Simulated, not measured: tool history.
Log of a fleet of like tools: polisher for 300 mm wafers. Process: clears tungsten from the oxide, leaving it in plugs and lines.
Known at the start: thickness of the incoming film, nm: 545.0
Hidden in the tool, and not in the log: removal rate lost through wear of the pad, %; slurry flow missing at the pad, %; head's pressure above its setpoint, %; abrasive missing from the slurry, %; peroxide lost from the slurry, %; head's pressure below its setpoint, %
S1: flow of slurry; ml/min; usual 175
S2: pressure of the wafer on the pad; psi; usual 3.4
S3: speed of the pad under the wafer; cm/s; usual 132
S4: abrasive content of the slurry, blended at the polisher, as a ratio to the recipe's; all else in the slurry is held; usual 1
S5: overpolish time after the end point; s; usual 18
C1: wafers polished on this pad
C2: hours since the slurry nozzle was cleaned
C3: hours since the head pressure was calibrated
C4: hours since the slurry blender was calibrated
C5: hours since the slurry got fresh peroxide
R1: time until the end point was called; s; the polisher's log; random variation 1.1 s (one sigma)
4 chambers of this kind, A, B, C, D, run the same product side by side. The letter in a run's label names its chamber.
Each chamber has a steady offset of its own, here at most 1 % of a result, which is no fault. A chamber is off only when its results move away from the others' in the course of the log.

At hour 0.1: chamber A: slurry blender recalibrated.
At hour 7.4: chamber D: slurry nozzle cleaned.
At hour 11.0: chamber C: worn pad replaced by a new one.
Run 1A, hour 11.0: usual settings; C1 677; C2 490.6; C3 565.4; C4 11.0; C5 12.1. Result: R1 100.770 s.
Run 2B, hour 18.0: usual settings; C1 313; C2 342.6; C3 227.6; C4 81.0; C5 29.1. Result: R1 100.580 s.
At hour 27.8: chamber C: slurry tank refilled with fresh slurry and peroxide.
Run 3C, hour 28.5: usual settings; C1 165; C2 276.5; C3 190.1; C4 113.8; C5 0.7. Result: R1 99.183 s.
At hour 34.3: chamber A: worn pad replaced by a new one.
Run 4D, hour 39.3: usual settings; C1 1050; C2 31.9; C3 156.5; C4 46.6; C5 47.3. Result: R1 98.648 s.
Run 5D, hour 50.2: usual settings; C1 1153; C2 42.8; C3 167.4; C4 57.5; C5 58.2. Result: R1 99.987 s.
At hour 54.9: chamber B: slurry nozzle cleaned.
Run 6B, hour 62.2: usual settings but S2 2.6 psi, S5 12 s; C1 731; C2 7.4; C3 271.8; C4 125.2; C5 73.3. Result: R1 129.430 s.
At hour 64.1: chamber B: worn pad replaced by a new one.
At hour 68.3: chamber B: slurry blender recalibrated.
Run 7A, hour 75.0: usual settings but S2 2.6 psi, S5 12 s; C1 386; C2 554.6; C3 629.4; C4 75.0; C5 76.1. Result: R1 132.930 s.
At hour 75.5: chamber C: worn pad replaced by a new one.
At hour 80.9: chamber D: slurry tank refilled with fresh slurry and peroxide.
Run 8C, hour 82.8: usual settings but S2 2.6 psi, S5 12 s; C1 69; C2 330.8; C3 244.4; C4 168.1; C5 55.0. Result: R1 135.120 s.
At hour 83.4: chamber D: worn pad replaced by a new one.
At hour 83.6: chamber A: slurry tank refilled with fresh slurry and peroxide.
At hour 87.2: chamber C: slurry nozzle cleaned.
At hour 87.3: chamber B: slurry tank refilled with fresh slurry and peroxide.
Run 9A, hour 95.4: usual settings but S2 2.6 psi, S5 12 s; C1 579; C2 575.0; C3 649.8; C4 95.4; C5 11.8. Result: R1 133.910 s.
Run 10C, hour 106.5: usual settings; C1 293; C2 19.3; C3 268.1; C4 191.8; C5 78.7. Result: R1 102.950 s.
Run 11D, hour 117.7: usual settings; C1 325; C2 110.3; C3 234.9; C4 125.0; C5 36.8. Result: R1 98.942 s.
At hour 127.4: chamber A: slurry nozzle cleaned.
At hour 127.5: chamber C: slurry tank refilled with fresh slurry and peroxide.
Run 12B, hour 129.9: usual settings; C1 623; C2 75.1; C3 339.5; C4 61.6; C5 42.6. Result: R1 98.707 s.
At hour 138.1: chamber C: worn pad replaced by a new one.
At hour 139.9: chamber B: worn pad replaced by a new one.
Run 13D, hour 141.7: usual settings but S1 115 ml/min, S2 4.5 psi; C1 552; C2 134.3; C3 258.9; C4 149.0; C5 60.8. Result: R1 80.740 s.
At hour 151.4: chamber A: slurry tank refilled with fresh slurry and peroxide.
At hour 151.9: chamber A: worn pad replaced by a new one.
Run 14B, hour 152.0: usual settings but S1 115 ml/min, S2 4.5 psi; C1 114; C2 97.2; C3 361.6; C4 83.7; C5 64.7. Result: R1 80.425 s.
Run 15A, hour 164.2: usual settings but S1 115 ml/min, S2 4.5 psi; C1 116; C2 36.8; C3 718.6; C4 164.2; C5 12.9. Result: R1 81.131 s.
At hour 171.2: chamber D: slurry tank refilled with fresh slurry and peroxide.
Run 16C, hour 176.3: usual settings but S1 115 ml/min, S2 4.5 psi; C1 361; C2 89.1; C3 337.9; C4 261.6; C5 48.8. Result: R1 85.022 s.
Run 17B, hour 183.7: usual settings; C1 415; C2 128.9; C3 393.3; C4 115.4; C5 96.4. Result: R1 100.490 s.
At hour 185.9: chamber B: slurry blender recalibrated.
At hour 189.4: chamber B: slurry tank refilled with fresh slurry and peroxide.
Run 18C, hour 194.9: usual settings; C1 537; C2 107.7; C3 356.5; C4 280.2; C5 67.4. Result: R1 105.170 s.
At hour 196.4: chamber C: worn pad replaced by a new one.
Run 19A, hour 206.1: usual settings; C1 513; C2 78.7; C3 760.5; C4 206.1; C5 54.8. Result: R1 97.786 s.
Run 20D, hour 215.4: usual settings; C1 1250; C2 208.0; C3 332.6; C4 222.7; C5 44.2. Result: R1 99.846 s.
At hour 221.5: chamber B: worn pad replaced by a new one.
At hour 221.8: chamber C: slurry tank refilled with fresh slurry and peroxide.
At hour 223.2: chamber A: slurry tank refilled with fresh slurry and peroxide.
Run 21D, hour 226.5: usual settings; C1 1355; C2 219.1; C3 343.7; C4 233.8; C5 55.3. Result: R1 100.410 s.
Run 22B, hour 238.3: usual settings; C1 159; C2 183.5; C3 447.9; C4 52.5; C5 48.9. Result: R1 99.905 s.
At hour 242.1: chamber D: worn pad replaced by a new one.
Run 23A, hour 247.2: usual settings; C1 902; C2 119.8; C3 801.6; C4 247.2; C5 24.1. Result: R1 99.631 s.
Run 24C, hour 257.9: usual settings; C1 582; C2 170.7; C3 419.5; C4 343.2; C5 36.1. Result: R1 107.240 s.
At hour 260.9: chamber C: worn pad replaced by a new one.
Run 25B, hour 267.3: usual settings; C1 434; C2 212.5; C3 476.9; C4 81.5; C5 77.9. Result: R1 100.650 s.
At hour 275.6: chamber D: slurry tank refilled with fresh slurry and peroxide.
Run 26C, hour 278.7: usual settings but S1 125 ml/min, S5 26 s; C1 168; C2 191.5; C3 440.3; C4 364.0; C5 56.9. Result: R1 117.870 s.
Run 27D, hour 288.6: usual settings but S1 125 ml/min, S5 26 s; C1 440; C2 281.2; C3 405.8; C4 295.9; C5 13.1. Result: R1 105.090 s.

Is one chamber off against the others, does the gauge drift, or is nothing wrong? If a chamber is off, say which, and what the likeliest cause is.

Chamber C drifts away from the others.
Cause: head's pressure below its setpoint, % = 9.52.
The log may not tell that from: abrasive missing from the slurry, %.

Here are 4 candidates for chamber C's next run, each the usual settings with a change, their results left as question marks. Which one brings its results back in line with what the others give on the usual settings?
In line means no further than this from the other chambers' mean on the usual settings: R1 4.000 s
Run 28C-1, hour 297.8: usual settings but S3 134 cm/s. Result: R1 ?.
Run 28C-2, hour 297.8: usual settings but S1 105 ml/min. Result: R1 ?.
Run 28C-3, hour 297.8: usual settings but S2 3.6 psi, S3 138 cm/s. Result: R1 ?.
Run 28C-4, hour 297.8: usual settings but S2 3.3 psi. Result: R1 ?.

The other chambers' mean on the usual settings: R1 100.100 s
  run       R1
28C-1  109.670
28C-2  122.410
28C-3  100.490
28C-4  114.760
28C-3 brings the chamber back in line.
